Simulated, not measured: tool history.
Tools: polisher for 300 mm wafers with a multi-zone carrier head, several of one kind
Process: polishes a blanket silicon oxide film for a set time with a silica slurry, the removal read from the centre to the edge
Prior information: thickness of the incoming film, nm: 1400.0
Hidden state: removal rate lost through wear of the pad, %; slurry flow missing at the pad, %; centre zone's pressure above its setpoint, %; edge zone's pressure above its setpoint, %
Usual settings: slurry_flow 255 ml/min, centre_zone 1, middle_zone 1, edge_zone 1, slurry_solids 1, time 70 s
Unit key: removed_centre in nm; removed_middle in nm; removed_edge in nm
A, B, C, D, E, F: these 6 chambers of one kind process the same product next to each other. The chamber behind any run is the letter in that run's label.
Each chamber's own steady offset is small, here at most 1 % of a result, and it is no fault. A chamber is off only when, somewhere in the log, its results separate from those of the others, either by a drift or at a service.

run   hour  slurry_flow  centre_zone  middle_zone  edge_zone  slurry_solids  time  wafers polished on this pad  hours since the slurry nozzle was cleaned  hours since the centre zone pressure was calibrated  hours since the edge zone pressure was calibrated  removed_centre  removed_middle  removed_edge
       0.2  -- chamber B: centre zone pressure recalibrated
 1A   11.1          255            1            1          1              1    70                          225                                      125.5                                                566.2                                              722.1           224.7          225.13        221.17
 2B   16.5          255            1            1          1              1    70                          921                                      137.8                                                 16.3                                              359.7          221.54          221.22        223.81
      16.7  -- chamber F: worn pad replaced by a new one
      26.3  -- chamber D: worn pad replaced by a new one
 3D   27.9          255            1            1          1              1    70                           19                                      228.9                                                568.7                                              643.7          224.03          226.14        228.27
 4F   37.9          255            1            1          1              1    70                          251                                        649                                                 89.3                                               84.8          219.76          223.29        224.95
      38.1  -- chamber F: slurry nozzle cleaned
      43.4  -- chamber E: worn pad replaced by a new one
      45.2  -- chamber D: edge zone pressure recalibrated
      48.5  -- chamber B: worn pad replaced by a new one
 5E   48.7          255            1            1          1              1    70                           63                                      421.3                                                629.2                                             1014.6          224.22          222.12        222.11
      50.7  -- chamber C: worn pad replaced by a new one
      52.8  -- chamber C: edge zone pressure recalibrated
 6C   54.7          255            1            1          1              1    70                           47                                      190.3                                                236.2                                                1.9          224.35          221.87        223.43
 7F     62          255            1         0.88          1              1    56                          537                                       23.9                                                113.4                                              108.9          179.32          157.68         178.8
 8D     72          255            1         0.88          1              1    56                          541                                        273                                                612.8                                               26.8          179.34          162.62        178.91
 9E   78.8          255            1         0.88          1              1    56                          419                                      451.4                                                659.3                                             1044.7          176.99          162.34        178.68
      84.8  -- chamber F: worn pad replaced by a new one
10B   85.3          255            1         0.88          1              1    56                          436                                      206.6                                                 85.1                                              428.5          177.33          158.18        176.72
      93.3  -- chamber E: slurry nozzle cleaned
      95.8  -- chamber A: worn pad replaced by a new one
11A     96          255            1         0.88          1              1    56                            2                                      210.4                                                651.1                                                807          178.41          157.05        183.86
12C  101.1          255            1         0.88          1              1    56                          597                                      236.7                                                282.6                                               48.3          178.23          155.03        176.93
     107.7  -- chamber E: worn pad replaced by a new one
13E  110.3          255         0.93          1.1          1              1    70                           31                                       17.1                                                690.8                                             1076.2           208.3          245.13        226.92
     114.9  -- chamber D: worn pad replaced by a new one
14F  117.6          255         0.93          1.1          1              1    70                          388                                       79.5                                                  169                                              164.5          208.11           246.2        230.14
15A  122.9          255         0.93          1.1          1              1    70                          321                                      237.3                                                  678                                              833.9          205.24           247.5        219.45
16D  129.3          255         0.93          1.1          1              1    70                          171                                      330.3                                                670.1                                               84.1          207.79          246.11        216.94
17C    135          255         0.93          1.1          1              1    70                          998                                      270.6                                                316.5                                               82.2          206.73          239.55        222.49
     139.4  -- chamber C: worn pad replaced by a new one
18B  141.9          255         0.93          1.1          1              1    70                         1107                                      263.2                                                141.7                                              485.1          205.37          239.08        221.19
19A  148.3          255            1            1          1              1    70                          622                                      262.7                                                703.4                                              859.3          225.08           223.9        223.88
     149.4  -- chamber F: worn pad replaced by a new one
20E  156.2          255            1            1          1              1    87                          575                                         63                                                736.7                                             1122.1          276.21          279.38        272.66
21B  167.2          255            1            1          1              1    87                         1406                                      288.5                                                  167                                              510.4          271.05          279.08        277.02
     167.3  -- chamber A: slurry nozzle cleaned
       169  -- chamber B: worn pad replaced by a new one
     169.7  -- chamber E: worn pad replaced by a new one
22F  173.3          255            1            1          1              1    87                          283                                      135.2                                                224.7                                              220.2          276.32          283.84        273.93
     179.5  -- chamber D: centre zone pressure recalibrated
23D  182.4          255            1            1          1              1    87                          800                                      383.4                                                  2.9                                              137.2          273.98          281.31        269.68
     189.2  -- chamber E: edge zone pressure recalibrated
24C  190.9          255            1            1          1              1    87                          610                                      326.5                                                372.4                                              138.1          288.17          275.61        281.75
25B  201.9          255            1            1          1              1    87                          389                                      323.2                                                201.7                                              545.1          276.33          279.81        278.01
26C  210.6          295            1            1       1.07              1    70                          843                                      346.2                                                392.1                                              157.8          235.95          228.23        233.43
       215  -- chamber A: worn pad replaced by a new one
     217.8  -- chamber F: worn pad replaced by a new one
     218.3  -- chamber D: worn pad replaced by a new one
27A  221.5          295            1            1       1.07              1    70                           77                                       54.3                                                776.6                                              932.5          224.62          227.26        233.99
28E  227.6          295            1            1       1.07              1    70                          686                                      134.4                                                808.1                                               38.4           228.4           227.2        231.58
     232.9  -- chamber C: worn pad replaced by a new one
29D  237.5          295            1            1       1.07              1    70                          227                                      438.5                                                   58                                              192.3          224.61          221.73        232.98
     238.6  -- chamber E: worn pad replaced by a new one
30F  247.1          295            1            1       1.07              1    70                          347                                        209                                                298.5                                                294          226.46          235.37        238.12
31C  253.6          295            1            1       1.07              1    70                          245                                      389.2                                                435.1                                              200.8          240.85          229.59        235.28
32B  262.4          255            1            1          1              1    70                         1106                                      383.7                                                262.2                                              605.6          221.73          226.79        222.16
33E  269.6          255            1            1          1              1    70                          367                                      176.4                                                850.1                                               80.4          223.36          220.95        226.24
     277.3  -- chamber F: worn pad replaced by a new one
34A  277.4          255            1            1          1              1    70                          739                                      110.2                                                832.5                                              988.4           222.6          225.55        221.89
35F    285          255            1            1          1              1    70                           92                                      246.9                                                336.4                                              331.9          224.76          226.13        221.86
36D  294.3          255            1            1          1              1    70                          900                                      495.3                                                114.8                                              249.1           221.4          220.95        221.06
     299.3  -- chamber E: worn pad replaced by a new one
37C  304.2          255            1            1          1              1    70                          844                                      439.8                                                485.7                                              251.4          241.75          222.99        223.06
38F  312.5          255            1            1          1              1    70                          418                                      274.4                                                363.9                                              359.4          223.89          217.42        224.45
39E  320.8          255            1         1.07          1              1    70                          255                                      227.6                                                901.3                                              131.6          223.22          235.57        227.09

Which is it: a chamber that has drifted or been left off by a service, a gauge drift common to all chambers, or only each chamber's usual small offset? If a chamber is off, name it and its likeliest cause.

Little by little, chamber C moves away from the other chambers.
Most likely cause: centre zone's pressure above its setpoint, % = 7.83.

Which of the 4 candidates below, each the usual settings with something changed and its results left as question marks, puts chamber C back in line with what the other chambers give on the usual settings?
To be in line, a result may differ from the other chambers' mean on the usual settings by at most: removed_centre 4.8 nm; removed_middle 11 nm; removed_edge 11 nm
40C-1  329.1          260         1.07         0.98       0.98              1    70                                                                                                                                                                                               ?               ?             ?
40C-2  329.1          250         0.93         1.02       1.02              1    70                                                                                                                                                                                               ?               ?             ?
40C-3  329.1          255         1.04         0.99       0.99              1    70                                                                                                                                                                                               ?               ?             ?
40C-4  329.1          255         0.96         1.01       1.01              1    70                                                                                                                                                                                               ?               ?             ?

Mean of the other chambers on the usual settings: removed_centre 223.03 nm; removed_middle 223.88 nm; removed_edge 223.06 nm
  run  removed_centre  removed_middle  removed_edge
40C-1          261.45           217.4        222.67
40C-2          222.87          224.64        226.42
40C-3           252.8          218.97        223.43
40C-4          231.45          223.11        225.69
40C-2 is the one that brings the chamber's results back in line with the other chambers.
